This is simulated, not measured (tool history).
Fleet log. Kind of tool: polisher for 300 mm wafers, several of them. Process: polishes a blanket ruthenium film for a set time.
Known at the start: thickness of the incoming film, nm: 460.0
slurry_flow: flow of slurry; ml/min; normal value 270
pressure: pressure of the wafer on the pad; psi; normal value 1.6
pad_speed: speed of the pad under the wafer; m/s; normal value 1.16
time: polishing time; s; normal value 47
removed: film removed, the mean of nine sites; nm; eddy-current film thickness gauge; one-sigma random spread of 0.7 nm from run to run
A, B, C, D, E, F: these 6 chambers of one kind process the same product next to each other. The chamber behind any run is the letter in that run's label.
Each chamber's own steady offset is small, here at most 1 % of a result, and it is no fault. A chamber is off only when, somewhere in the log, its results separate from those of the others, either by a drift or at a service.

run   hour  slurry_flow  pressure  pad_speed  time  wafers polished on this pad  hours since the slurry nozzle was cleaned  hours since the head pressure was calibrated  removed
      10.6  -- chamber D: slurry nozzle cleaned
      12.0  -- chamber E: head pressure recalibrated
 1A   13.3          270       1.6       1.16    47                          330                                      341.7                                         225.5   49.400
 2F   23.3          270       1.6       1.16    47                          287                                      100.2                                         453.4   51.837
 3D   35.0          270       1.6       1.16    47                         1081                                       24.4                                        1209.8   49.320
      38.1  -- chamber E: worn pad replaced by a new one
 4E   44.4          270       1.6       1.16    47                           71                                      484.4                                          32.4   49.695
      55.9  -- chamber D: worn pad replaced by a new one
 5C   56.0          270       1.6       1.16    47                          858                                       96.6                                          95.2   50.197
      56.8  -- chamber A: worn pad replaced by a new one
      60.6  -- chamber B: worn pad replaced by a new one
      62.7  -- chamber C: worn pad replaced by a new one
 6B   63.9          270       1.6       1.16    47                           36                                      149.1                                         342.5   48.280
 7B   70.8          270       1.6       1.16    47                          114                                      156.0                                         349.4   47.850
 8A   78.1          205       1.6       1.00    47                          239                                      406.5                                         290.3   40.439
 9D   85.6          205       1.6       1.00    47                          332                                       75.0                                        1260.4   41.145
10F   96.2          205       1.6       1.00    47                         1103                                      173.1                                         526.3   41.558
     102.7  -- chamber F: worn pad replaced by a new one
11E  104.3          205       1.6       1.00    47                          741                                      544.3                                          92.3   41.024
12C  110.5          205       1.6       1.00    47                          535                                      151.1                                         149.7   41.736
     110.9  -- chamber D: head pressure recalibrated
13D  118.9          205       1.6       1.00    47                          705                                      108.3                                           8.1   41.091
     122.2  -- chamber E: worn pad replaced by a new one
     127.9  -- chamber A: slurry nozzle cleaned
14B  130.1          220       1.6       1.16    47                          777                                      215.3                                         408.7   47.790
15E  140.7          220       1.6       1.16    47                          207                                      580.7                                         128.7   47.422
     145.1  -- chamber C: worn pad replaced by a new one
16A  147.8          220       1.6       1.16    47                         1019                                       20.0                                         360.0   49.453
     148.2  -- chamber A: worn pad replaced by a new one
     153.6  -- chamber B: worn pad replaced by a new one
17C  158.8          220       1.6       1.16    47                          154                                      199.4                                         198.0   48.974
18F  165.8          220       1.6       1.16    47                          706                                      242.7                                         595.9   48.809
     172.4  -- chamber D: worn pad replaced by a new one
19C  176.4          220       1.6       1.16    47                          351                                      217.0                                         215.6   49.226
20E  189.3          270       1.6       1.16    47                          751                                      629.3                                         177.3   50.572
21D  196.6          270       1.6       1.16    47                          271                                      186.0                                          85.8   48.606
     201.5  -- chamber E: worn pad replaced by a new one
     206.6  -- chamber F: worn pad replaced by a new one
22B  207.0          270       1.6       1.16    47                          598                                      292.2                                         485.6   49.725
23F  218.2          270       1.9       0.78    47                          129                                      295.1                                         648.3   39.716
     224.9  -- chamber C: worn pad replaced by a new one
     226.7  -- chamber B: worn pad replaced by a new one
24A  227.0          270       1.9       0.78    47                          883                                       99.2                                         439.2   42.017
     230.8  -- chamber A: worn pad replaced by a new one
25D  240.5          270       1.9       0.78    47                          762                                      229.9                                         129.7   40.217
26A  246.6          270       1.9       0.78    47                          177                                      118.8                                         458.8   41.213
     250.6  -- chamber F: head pressure recalibrated
27C  258.6          270       1.9       0.78    47                          377                                      299.2                                         297.8   40.170
     269.0  -- chamber D: worn pad replaced by a new one
28B  272.5          270       1.9       0.78    47                          513                                      357.7                                         551.1   39.926
     279.3  -- chamber E: worn pad replaced by a new one
29E  280.5          270       1.6       1.16    47                           13                                      720.5                                         268.5   49.408
30F  289.4          270       1.6       1.16    47                          926                                      366.3                                          38.9   49.945
31A  296.7          270       1.6       1.16    47                          738                                      168.9                                         508.9   52.801
     299.0  -- chamber F: worn pad replaced by a new one
     306.3  -- chamber C: worn pad replaced by a new one
32B  306.8          270       1.6       1.16    47                          897                                      392.0                                         585.4   48.851
     316.4  -- chamber B: worn pad replaced by a new one
33E  317.1          270       1.6       1.16    47                          423                                      757.1                                         305.1   49.609
34D  327.5          270       1.6       1.16    47                          654                                      316.9                                         216.7   49.848
     331.8  -- chamber B: head pressure recalibrated
35C  339.9          270       1.6       1.16    47                          376                                      380.5                                         379.1   50.326
     341.8  -- chamber D: slurry nozzle cleaned
36F  351.6          270       1.6       1.16    47                          589                                      428.5                                         101.1   49.966
37D  358.4          270       1.6       1.16    47                         1000                                       16.6                                         247.6   49.890
38F  369.2          270       1.3       1.52    47                          786                                      446.1                                         118.7   53.625
39B  378.7          270       1.3       1.52    47                          697                                      463.9                                          47.0   52.708

Is one chamber out of step, is the gauge drifting, or do the chambers differ by no more than their own small offsets? For an off chamber, give its letter and the likeliest cause.

Chamber A drifts away from the others.
What lies behind it: head's pressure above its setpoint, % = 10.6.

Chamber A could run next with any of the 4 candidate recipes listed below; each alters the usual settings, and their results appear as question marks. Which one brings its results back in line with what the other chambers deliver on the usual settings?
Maximum distance from the other chambers' mean on the usual settings for a result to count as in line: removed 2.500 nm
40A-1  388.8          270       1.7       1.20    47                                                                                                                              ?
40A-2  388.8          270       1.5       1.10    44                                                                                                                              ?
40A-3  388.8          275       1.9       1.16    47                                                                                                                              ?
40A-4  388.8          270       1.6       1.10    45                                                                                                                              ?

Average result of the remaining chambers running the usual settings: removed 49.791 nm
  run  removed
40A-1   60.789
40A-2   45.967
40A-3   65.884
40A-4   50.186
The right change is 40A-4: it brings the chamber back within the allowed miss of the others.

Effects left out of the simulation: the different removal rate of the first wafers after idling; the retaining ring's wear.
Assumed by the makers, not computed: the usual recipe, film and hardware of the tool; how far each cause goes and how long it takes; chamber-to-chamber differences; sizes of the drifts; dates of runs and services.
